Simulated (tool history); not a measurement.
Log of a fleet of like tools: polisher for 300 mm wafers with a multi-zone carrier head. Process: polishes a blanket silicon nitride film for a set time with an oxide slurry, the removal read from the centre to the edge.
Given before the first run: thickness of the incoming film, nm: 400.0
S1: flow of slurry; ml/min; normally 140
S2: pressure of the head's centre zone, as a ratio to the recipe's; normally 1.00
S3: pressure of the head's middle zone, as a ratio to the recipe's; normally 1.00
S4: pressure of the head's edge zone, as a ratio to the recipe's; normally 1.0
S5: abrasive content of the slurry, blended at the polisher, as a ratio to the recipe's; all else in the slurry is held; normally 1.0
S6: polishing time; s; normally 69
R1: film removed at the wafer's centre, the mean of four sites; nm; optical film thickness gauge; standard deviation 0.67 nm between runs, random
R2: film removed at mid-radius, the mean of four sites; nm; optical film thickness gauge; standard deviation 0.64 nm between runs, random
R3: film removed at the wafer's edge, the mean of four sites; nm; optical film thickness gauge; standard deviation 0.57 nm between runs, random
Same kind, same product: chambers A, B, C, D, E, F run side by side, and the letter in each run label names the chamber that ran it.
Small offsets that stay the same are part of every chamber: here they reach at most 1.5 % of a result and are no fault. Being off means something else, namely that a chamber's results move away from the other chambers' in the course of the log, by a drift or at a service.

| run | hour | S1 | S2 | S3 | S4 | S5 | S6 | R1 | R2 | R3 |
|---|---|---|---|---|---|---|---|---|---|---|
|  | 0.5 | chamber C: worn pad replaced by a new one |
|  | 8.6 | chamber E: edge zone pressure recalibrated |
| 1B | 12.1 | 140 | 1.00 | 1.00 | 1.0 | 1.0 | 69 | 53.663 | 53.223 | 53.229 |
| 2A | 21.3 | 140 | 1.00 | 1.00 | 1.0 | 1.0 | 69 | 54.913 | 54.831 | 54.132 |
|  | 28.6 | chamber C: centre zone pressure recalibrated |
|  | 30.7 | chamber B: slurry nozzle cleaned |
| 3E | 33.0 | 140 | 1.00 | 1.00 | 1.0 | 1.0 | 69 | 53.229 | 53.559 | 53.265 |
| 4F | 40.6 | 140 | 1.00 | 1.00 | 1.0 | 1.0 | 69 | 53.426 | 53.026 | 54.323 |
|  | 43.6 | chamber A: centre zone pressure recalibrated |
| 5D | 48.5 | 140 | 1.00 | 1.00 | 1.0 | 1.0 | 69 | 53.973 | 53.176 | 53.130 |
|  | 54.9 | chamber B: worn pad replaced by a new one |
| 6C | 55.3 | 140 | 1.00 | 1.00 | 1.0 | 1.0 | 69 | 52.357 | 53.510 | 53.428 |
|  | 61.0 | chamber A: edge zone pressure recalibrated |
|  | 62.1 | chamber E: worn pad replaced by a new one |
| 7F | 64.5 | 140 | 1.00 | 1.00 | 1.0 | 1.0 | 69 | 53.994 | 53.113 | 55.150 |
|  | 71.9 | chamber A: worn pad replaced by a new one |
| 8E | 72.5 | 140 | 1.00 | 1.00 | 1.0 | 1.0 | 69 | 52.927 | 53.733 | 53.036 |
|  | 82.7 | chamber D: worn pad replaced by a new one |
| 9A | 84.0 | 140 | 1.00 | 1.07 | 1.0 | 1.1 | 69 | 57.102 | 59.770 | 56.025 |
|  | 90.8 | chamber F: worn pad replaced by a new one |
| 10C | 94.5 | 140 | 1.00 | 1.07 | 1.0 | 1.1 | 69 | 55.981 | 61.188 | 55.923 |
| 11B | 101.7 | 140 | 1.00 | 1.07 | 1.0 | 1.1 | 69 | 58.099 | 61.136 | 55.690 |
|  | 101.8 | chamber D: edge zone pressure recalibrated |
|  | 109.4 | chamber E: centre zone pressure recalibrated |
| 12D | 112.7 | 140 | 1.00 | 1.07 | 1.0 | 1.1 | 69 | 54.926 | 59.737 | 56.692 |
|  | 117.0 | chamber C: worn pad replaced by a new one |
| 13A | 118.7 | 140 | 1.00 | 1.07 | 1.0 | 1.1 | 69 | 55.899 | 59.393 | 55.976 |
| 14E | 127.3 | 140 | 1.00 | 1.07 | 1.0 | 1.1 | 69 | 55.282 | 59.464 | 55.117 |
|  | 129.2 | chamber B: edge zone pressure recalibrated |
|  | 135.0 | chamber A: worn pad replaced by a new one |
| 15C | 139.8 | 140 | 1.00 | 1.00 | 1.0 | 1.0 | 69 | 53.470 | 53.624 | 53.917 |
| 16D | 146.2 | 140 | 1.00 | 1.00 | 1.0 | 1.0 | 69 | 53.122 | 52.203 | 54.326 |
| 17F | 155.4 | 140 | 1.00 | 1.00 | 1.0 | 1.0 | 49 | 38.286 | 37.835 | 39.275 |
|  | 156.6 | chamber B: worn pad replaced by a new one |
| 18B | 163.3 | 140 | 1.00 | 1.00 | 1.0 | 1.0 | 49 | 39.788 | 38.265 | 38.436 |
| 19F | 169.8 | 140 | 1.00 | 1.00 | 1.0 | 1.0 | 49 | 37.283 | 38.659 | 38.310 |
|  | 173.2 | chamber E: worn pad replaced by a new one |
| 20A | 181.6 | 140 | 1.00 | 1.00 | 1.0 | 1.0 | 49 | 38.604 | 37.786 | 38.660 |
|  | 190.6 | chamber C: edge zone pressure recalibrated |
| 21B | 192.4 | 140 | 1.00 | 1.00 | 1.0 | 1.0 | 49 | 38.605 | 38.200 | 38.698 |
|  | 195.7 | chamber A: worn pad replaced by a new one |
|  | 198.7 | chamber F: worn pad replaced by a new one |
| 22D | 203.2 | 140 | 1.00 | 1.00 | 1.0 | 1.0 | 49 | 38.334 | 37.889 | 38.481 |
|  | 211.1 | chamber D: worn pad replaced by a new one |
|  | 212.6 | chamber C: worn pad replaced by a new one |
| 23C | 215.6 | 140 | 1.00 | 1.00 | 1.0 | 1.0 | 69 | 54.339 | 54.177 | 53.456 |
|  | 218.4 | chamber F: edge zone pressure recalibrated |
|  | 223.5 | chamber C: slurry nozzle cleaned |
| 24E | 227.3 | 140 | 0.92 | 1.00 | 1.1 | 1.0 | 69 | 46.218 | 51.446 | 53.218 |
| 25A | 233.0 | 140 | 0.92 | 1.00 | 1.1 | 1.0 | 69 | 49.509 | 53.369 | 56.231 |
|  | 240.5 | chamber B: worn pad replaced by a new one |
| 26D | 244.5 | 140 | 0.92 | 1.00 | 1.1 | 1.0 | 69 | 49.081 | 52.985 | 57.298 |
| 27F | 252.8 | 140 | 0.92 | 1.00 | 1.1 | 1.0 | 69 | 49.353 | 53.698 | 56.588 |
| 28B | 259.8 | 140 | 0.92 | 1.00 | 1.1 | 1.0 | 69 | 49.476 | 52.994 | 56.527 |
|  | 265.5 | chamber A: worn pad replaced by a new one |
| 29E | 265.7 | 140 | 0.92 | 1.00 | 1.1 | 1.0 | 69 | 46.432 | 51.439 | 55.070 |
|  | 277.1 | chamber E: worn pad replaced by a new one |
| 30C | 278.1 | 140 | 1.00 | 1.00 | 1.0 | 1.0 | 69 | 52.692 | 53.971 | 53.480 |
| 31B | 283.8 | 140 | 1.00 | 1.00 | 1.0 | 1.0 | 69 | 54.791 | 54.438 | 53.695 |
|  | 284.2 | chamber F: slurry nozzle cleaned |
| 32A | 294.5 | 140 | 1.00 | 1.00 | 1.0 | 1.0 | 69 | 53.980 | 54.409 | 54.071 |
|  | 298.3 | chamber F: worn pad replaced by a new one |
| 33F | 305.7 | 140 | 1.00 | 1.00 | 1.0 | 1.0 | 69 | 53.446 | 53.372 | 53.838 |
| 34C | 317.1 | 140 | 1.00 | 1.00 | 1.0 | 1.0 | 69 | 52.252 | 53.686 | 53.798 |
| 35D | 326.2 | 140 | 1.00 | 1.00 | 1.0 | 1.0 | 69 | 54.326 | 52.782 | 53.408 |
| 36E | 335.7 | 140 | 1.00 | 1.00 | 1.0 | 1.0 | 69 | 49.390 | 50.371 | 51.279 |

Is one chamber out of step, is the gauge drifting, or do the chambers differ by no more than their own small offsets? For an off chamber, give its letter and the likeliest cause.

Little by little, chamber E moves away from the other chambers.
What lies behind it: slurry flow missing at the pad, % = 30.9.

Below are 4 candidate recipes for chamber E's next run, each the usual settings with a change, their results shown as question marks. Which of them brings E's results back in line with what the other chambers give on the usual settings?
Allowed miss from the other chambers' usual-settings mean, per result, to count as in line: R1 2.300 nm; R2 2.200 nm; R3 2.000 nm
| 37E-1 | 345.0 | 135 | 0.98 | 0.99 | 1.01 | 1.0 | 65 | ? | ? | ? |
| 37E-2 | 345.0 | 145 | 1.02 | 1.01 | 0.99 | 1.0 | 73 | ? | ? | ? |
| 37E-3 | 345.0 | 140 | 1.01 | 1.00 | 1.00 | 1.0 | 70 | ? | ? | ? |
| 37E-4 | 345.0 | 140 | 0.99 | 1.00 | 1.00 | 1.0 | 68 | ? | ? | ? |

Other chambers, usual settings, mean: R1 53.718 nm; R2 53.632 nm; R3 53.903 nm
| run | R1 | R2 | R3 |
|---|---|---|---|
| 37E-1 | 44.050 | 45.748 | 47.628 |
| 37E-2 | 52.936 | 53.445 | 53.682 |
| 37E-3 | 49.634 | 50.266 | 51.396 |
| 37E-4 | 47.187 | 48.836 | 49.928 |
37E-2 brings the chamber back in line.
